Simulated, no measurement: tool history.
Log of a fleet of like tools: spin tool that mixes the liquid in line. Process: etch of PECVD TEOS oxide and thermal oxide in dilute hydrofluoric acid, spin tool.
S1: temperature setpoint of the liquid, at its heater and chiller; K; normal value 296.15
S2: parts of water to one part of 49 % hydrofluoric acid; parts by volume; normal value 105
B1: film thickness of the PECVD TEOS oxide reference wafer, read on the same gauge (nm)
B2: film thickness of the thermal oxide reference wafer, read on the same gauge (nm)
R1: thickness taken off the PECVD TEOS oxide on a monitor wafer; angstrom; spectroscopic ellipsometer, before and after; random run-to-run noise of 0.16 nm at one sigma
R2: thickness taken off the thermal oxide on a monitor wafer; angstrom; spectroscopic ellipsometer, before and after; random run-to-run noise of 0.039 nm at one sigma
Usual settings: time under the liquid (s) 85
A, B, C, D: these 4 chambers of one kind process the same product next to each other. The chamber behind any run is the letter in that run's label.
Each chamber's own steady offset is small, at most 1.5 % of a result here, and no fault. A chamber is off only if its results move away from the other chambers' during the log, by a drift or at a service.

At day 0.017: chamber D: hydrofluoric acid flow meter replaced.
At day 0.067: chamber B: thermometer replaced.
Run 1D, day 0.296: usual settings; B1 110.03; B2 139.97. Result: R1 184.54 angstrom, R2 35.428 angstrom.
Run 2A, day 0.688: usual settings; B1 109.97; B2 140.02. Result: R1 183.8 angstrom, R2 36.321 angstrom.
Run 3C, day 1.075: usual settings; B1 109.96; B2 139.99. Result: R1 181.78 angstrom, R2 35.469 angstrom.
Run 4B, day 1.275: usual settings; B1 110.03; B2 140.03. Result: R1 185.33 angstrom, R2 36.557 angstrom.
Run 5D, day 1.517: usual settings; B1 109.97; B2 139.98. Result: R1 182.75 angstrom, R2 35.751 angstrom.
Run 6B, day 1.862: usual settings; B1 109.97; B2 140.01. Result: R1 186.65 angstrom, R2 35.988 angstrom.
Run 7A, day 2.088: usual settings; B1 109.99; B2 139.99. Result: R1 180.38 angstrom, R2 35.699 angstrom.
Run 8C, day 2.296: usual settings; B1 110.03; B2 139.99. Result: R1 183.87 angstrom, R2 35.552 angstrom.
Run 9C, day 2.471: usual settings; B1 109.95; B2 140.03. Result: R1 182.94 angstrom, R2 36.067 angstrom.
Run 10A, day 2.783: usual settings; B1 109.99; B2 140.02. Result: R1 180.15 angstrom, R2 35.343 angstrom.
Run 11D, day 3.096: usual settings; B1 110.04; B2 140.01. Result: R1 186.1 angstrom, R2 36.15 angstrom.
Run 12B, day 3.329: usual settings; B1 110.02; B2 140.01. Result: R1 185.14 angstrom, R2 36.063 angstrom.
Run 13A, day 3.579: usual settings; B1 109.98; B2 139.99. Result: R1 181.29 angstrom, R2 35.986 angstrom.
Run 14D, day 3.758: usual settings; B1 109.97; B2 140.01. Result: R1 182.64 angstrom, R2 35.521 angstrom.
Run 15C, day 3.938: usual settings; B1 109.99; B2 139.99. Result: R1 182.22 angstrom, R2 35.873 angstrom.
Run 16B, day 4.208: usual settings; B1 109.99; B2 140. Result: R1 186.01 angstrom, R2 35.908 angstrom.
At day 4.217: chamber A: thermometer replaced.
Run 17C, day 4.567: usual settings; B1 110; B2 140.01. Result: R1 183 angstrom, R2 36.05 angstrom.
Run 18B, day 4.904: usual settings but S1 293.65 K, time under the liquid (s) 120; B1 109.97; B2 139.97. Result: R1 237.11 angstrom, R2 46.478 angstrom.
Run 19A, day 5.15: usual settings but S1 293.65 K, time under the liquid (s) 120; B1 110.01; B2 140.02. Result: R1 233.25 angstrom, R2 46.011 angstrom.
Run 20D, day 5.333: usual settings but S1 293.65 K, time under the liquid (s) 120; B1 110; B2 140. Result: R1 235.23 angstrom, R2 45.226 angstrom.
Run 21B, day 5.508: usual settings but S1 293.65 K, time under the liquid (s) 120; B1 109.94; B2 140. Result: R1 235.68 angstrom, R2 45.87 angstrom.
Run 22A, day 5.683: usual settings; B1 109.98; B2 139.98. Result: R1 183.66 angstrom, R2 35.96 angstrom.
Run 23C, day 5.95: usual settings; B1 110.06; B2 139.99. Result: R1 185.67 angstrom, R2 35.473 angstrom.
Run 24D, day 6.258: usual settings; B1 110.01; B2 140.03. Result: R1 183.63 angstrom, R2 35.157 angstrom.
Run 25A, day 6.542: usual settings but S1 292.15 K; B1 110.02; B2 140. Result: R1 156.16 angstrom, R2 30.58 angstrom.
Run 26B, day 6.796: usual settings but S1 292.15 K; B1 110.03; B2 140.02. Result: R1 154.84 angstrom, R2 30.877 angstrom.
Run 27C, day 7.146: usual settings but S1 292.15 K; B1 109.98; B2 140.01. Result: R1 157.97 angstrom, R2 30.487 angstrom.
Run 28D, day 7.442: usual settings but S1 292.15 K; B1 109.98; B2 139.96. Result: R1 153.91 angstrom, R2 30.346 angstrom.

Predict what each chamber gives when all 4 of them run the settings below next.
Run 29A, day 7.721: usual settings. Result: R1 ?, R2 ?.
Run 29B, day 7.721: usual settings. Result: R1 ?, R2 ?.
Run 29C, day 7.721: usual settings. Result: R1 ?, R2 ?.
Run 29D, day 7.721: usual settings. Result: R1 ?, R2 ?.

run      R1      R2
29A   181.6   35.84
29B  181.84  35.844
29C  183.34  36.196
29D   183.3  36.433

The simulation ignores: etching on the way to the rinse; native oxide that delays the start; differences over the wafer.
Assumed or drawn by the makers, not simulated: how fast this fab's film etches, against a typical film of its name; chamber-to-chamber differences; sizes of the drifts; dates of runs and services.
